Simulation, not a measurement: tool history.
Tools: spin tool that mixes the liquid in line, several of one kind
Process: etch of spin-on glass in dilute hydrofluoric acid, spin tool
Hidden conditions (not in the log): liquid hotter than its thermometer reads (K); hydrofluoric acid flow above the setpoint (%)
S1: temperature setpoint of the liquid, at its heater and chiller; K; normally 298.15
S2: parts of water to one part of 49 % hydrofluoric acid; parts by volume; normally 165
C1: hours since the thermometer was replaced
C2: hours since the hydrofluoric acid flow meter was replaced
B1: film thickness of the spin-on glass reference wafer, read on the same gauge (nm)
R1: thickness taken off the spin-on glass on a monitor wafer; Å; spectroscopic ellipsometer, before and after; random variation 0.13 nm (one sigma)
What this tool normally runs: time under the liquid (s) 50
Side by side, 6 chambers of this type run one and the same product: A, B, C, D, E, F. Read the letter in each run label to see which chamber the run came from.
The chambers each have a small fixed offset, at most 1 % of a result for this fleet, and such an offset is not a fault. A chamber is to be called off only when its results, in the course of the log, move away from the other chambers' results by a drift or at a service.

{"run": "1F", "hour": 9.3, "S1": 298.15, "S2": 165, "time under the liquid (s)": 50, "C1": 349.6, "C2": 90.5, "B1": 139.99, "R1": 156.18}
{"run": "2E", "hour": 19.9, "S1": 298.15, "S2": 165, "time under the liquid (s)": 50, "C1": 197, "C2": 1616.3, "B1": 140, "R1": 154.19}
{"run": "3C", "hour": 28.3, "S1": 298.15, "S2": 165, "time under the liquid (s)": 50, "C1": 877.5, "C2": 251.6, "B1": 139.98, "R1": 153.48}
{"run": "4D", "hour": 35.1, "S1": 298.15, "S2": 165, "time under the liquid (s)": 50, "C1": 340, "C2": 1052.3, "B1": 140, "R1": 152.57}
{"run": "5A", "hour": 45.5, "S1": 298.15, "S2": 165, "time under the liquid (s)": 50, "C1": 61.4, "C2": 812.8, "B1": 139.99, "R1": 152.16}
{"hour": 53.2, "done": "chamber D: hydrofluoric acid flow meter replaced"}
{"run": "6B", "hour": 57.2, "S1": 302.15, "S2": 165, "time under the liquid (s)": 30, "C1": 272.5, "C2": 98.5, "B1": 140.02, "R1": 107.9}
{"run": "7C", "hour": 64.8, "S1": 302.15, "S2": 165, "time under the liquid (s)": 30, "C1": 914, "C2": 288.1, "B1": 139.99, "R1": 105.69}
{"run": "8D", "hour": 70.8, "S1": 302.15, "S2": 165, "time under the liquid (s)": 30, "C1": 375.7, "C2": 17.6, "B1": 140.03, "R1": 106.86}
{"run": "9F", "hour": 79.3, "S1": 302.15, "S2": 165, "time under the liquid (s)": 30, "C1": 419.6, "C2": 160.5, "B1": 140.02, "R1": 107.77}
{"run": "10A", "hour": 86.3, "S1": 302.15, "S2": 165, "time under the liquid (s)": 30, "C1": 102.2, "C2": 853.6, "B1": 139.99, "R1": 106.76}
{"run": "11E", "hour": 92.1, "S1": 302.15, "S2": 165, "time under the liquid (s)": 30, "C1": 269.2, "C2": 1688.5, "B1": 140.02, "R1": 107.08}
{"run": "12B", "hour": 100.4, "S1": 298.15, "S2": 165, "time under the liquid (s)": 50, "C1": 315.7, "C2": 141.7, "B1": 139.98, "R1": 154.85}
{"run": "13F", "hour": 109.0, "S1": 298.15, "S2": 165, "time under the liquid (s)": 50, "C1": 449.3, "C2": 190.2, "B1": 140, "R1": 154.81}
{"run": "14E", "hour": 118.2, "S1": 298.15, "S2": 165, "time under the liquid (s)": 50, "C1": 295.3, "C2": 1714.6, "B1": 140, "R1": 158.74}
{"run": "15B", "hour": 124.5, "S1": 298.15, "S2": 165, "time under the liquid (s)": 50, "C1": 339.8, "C2": 165.8, "B1": 140.01, "R1": 155.53}
{"run": "16A", "hour": 129.8, "S1": 298.15, "S2": 165, "time under the liquid (s)": 50, "C1": 145.7, "C2": 897.1, "B1": 139.99, "R1": 152.16}
{"hour": 132.8, "done": "chamber A: hydrofluoric acid flow meter replaced"}
{"run": "17D", "hour": 136.8, "S1": 298.15, "S2": 165, "time under the liquid (s)": 35, "C1": 441.7, "C2": 83.6, "B1": 140.01, "R1": 105.56}
{"run": "18C", "hour": 148.0, "S1": 298.15, "S2": 165, "time under the liquid (s)": 35, "C1": 997.2, "C2": 371.3, "B1": 140, "R1": 108.07}
{"run": "19D", "hour": 157.1, "S1": 298.15, "S2": 165, "time under the liquid (s)": 35, "C1": 462, "C2": 103.9, "B1": 140, "R1": 107.21}
{"run": "20C", "hour": 165.8, "S1": 298.15, "S2": 165, "time under the liquid (s)": 35, "C1": 1015, "C2": 389.1, "B1": 140, "R1": 108.03}
{"run": "21E", "hour": 175.7, "S1": 298.15, "S2": 165, "time under the liquid (s)": 35, "C1": 352.8, "C2": 1772.1, "B1": 140, "R1": 111.75}
{"run": "22B", "hour": 183.9, "S1": 298.15, "S2": 165, "time under the liquid (s)": 35, "C1": 399.2, "C2": 225.2, "B1": 140, "R1": 107.29}
{"run": "23A", "hour": 190.1, "S1": 298.15, "S2": 165, "time under the liquid (s)": 50, "C1": 206, "C2": 57.4, "B1": 139.98, "R1": 151.54}
{"run": "24F", "hour": 197.1, "S1": 298.15, "S2": 165, "time under the liquid (s)": 50, "C1": 537.4, "C2": 278.3, "B1": 140, "R1": 154.21}
{"run": "25A", "hour": 208.0, "S1": 298.15, "S2": 165, "time under the liquid (s)": 50, "C1": 223.9, "C2": 75.3, "B1": 140.01, "R1": 154.27}
{"run": "26E", "hour": 215.2, "S1": 298.15, "S2": 165, "time under the liquid (s)": 50, "C1": 392.3, "C2": 1811.6, "B1": 140.01, "R1": 163.9}
{"run": "27D", "hour": 223.9, "S1": 298.15, "S2": 165, "time under the liquid (s)": 50, "C1": 528.8, "C2": 170.7, "B1": 140.01, "R1": 151.56}
{"run": "28B", "hour": 231.0, "S1": 298.15, "S2": 165, "time under the liquid (s)": 50, "C1": 446.3, "C2": 272.3, "B1": 140, "R1": 153.37}
{"run": "29C", "hour": 238.2, "S1": 298.15, "S2": 165, "time under the liquid (s)": 50, "C1": 1087.4, "C2": 461.5, "B1": 140.01, "R1": 150.13}
{"run": "30F", "hour": 248.5, "S1": 298.15, "S2": 165, "time under the liquid (s)": 50, "C1": 588.8, "C2": 329.7, "B1": 139.99, "R1": 154.62}
{"run": "31E", "hour": 259.9, "S1": 298.15, "S2": 165, "time under the liquid (s)": 50, "C1": 437, "C2": 1856.3, "B1": 139.99, "R1": 163.23}
{"run": "32F", "hour": 270.4, "S1": 298.15, "S2": 165, "time under the liquid (s)": 25, "C1": 610.7, "C2": 351.6, "B1": 139.98, "R1": 76.773}
{"run": "33B", "hour": 280.2, "S1": 298.15, "S2": 165, "time under the liquid (s)": 25, "C1": 495.5, "C2": 321.5, "B1": 140.01, "R1": 77.187}
{"run": "34D", "hour": 287.9, "S1": 298.15, "S2": 165, "time under the liquid (s)": 25, "C1": 592.8, "C2": 234.7, "B1": 139.98, "R1": 77.045}
{"run": "35C", "hour": 299.2, "S1": 298.15, "S2": 165, "time under the liquid (s)": 25, "C1": 1148.4, "C2": 522.5, "B1": 140.02, "R1": 76.058}
{"run": "36A", "hour": 310.8, "S1": 298.15, "S2": 165, "time under the liquid (s)": 25, "C1": 326.7, "C2": 178.1, "B1": 139.99, "R1": 76.825}
{"run": "37A", "hour": 322.0, "S1": 298.15, "S2": 165, "time under the liquid (s)": 25, "C1": 337.9, "C2": 189.3, "B1": 139.99, "R1": 76.703}
{"run": "38B", "hour": 333.3, "S1": 298.15, "S2": 165, "time under the liquid (s)": 50, "C1": 548.6, "C2": 374.6, "B1": 140, "R1": 154.5}
{"run": "39D", "hour": 341.7, "S1": 298.15, "S2": 165, "time under the liquid (s)": 50, "C1": 646.6, "C2": 288.5, "B1": 139.99, "R1": 152.86}
{"run": "40C", "hour": 351.7, "S1": 298.15, "S2": 165, "time under the liquid (s)": 50, "C1": 1200.9, "C2": 575, "B1": 140, "R1": 153.31}

What goes on in this fleet: one chamber off, a drifting gauge, or nothing beyond the chambers' own small offsets? Name the chamber and the cause, if any.

Chamber E drifts away from the others.
Cause: hydrofluoric acid flow above the setpoint (%) = 9.49.
With only this log, it may be confused with: liquid hotter than its thermometer reads (K).

Here are 4 candidates for chamber E's next run, each the usual settings with a change, their results left as question marks. Which one brings its results back in line with what the others give on the usual settings?
In-line tolerance around the mean of the other chambers on the usual settings: R1 4.6 Å
{"run": "41E-1", "hour": 360.4, "S1": 298.15, "S2": 150, "time under the liquid (s)": 50, "R1": "?"}
{"run": "41E-2", "hour": 360.4, "S1": 298.65, "S2": 140, "time under the liquid (s)": 50, "R1": "?"}
{"run": "41E-3", "hour": 360.4, "S1": 292.65, "S2": 165, "time under the liquid (s)": 50, "R1": "?"}
{"run": "41E-4", "hour": 360.4, "S1": 297.65, "S2": 180, "time under the liquid (s)": 50, "R1": "?"}

Usual-settings mean across the other chambers: R1 153.6 Å
run=41E-1 R1=193.21
run=41E-2 R1=213.55
run=41E-3 R1=139.7
run=41E-4 R1=152.6
41E-4 is the one that brings the chamber's results back in line with the other chambers.

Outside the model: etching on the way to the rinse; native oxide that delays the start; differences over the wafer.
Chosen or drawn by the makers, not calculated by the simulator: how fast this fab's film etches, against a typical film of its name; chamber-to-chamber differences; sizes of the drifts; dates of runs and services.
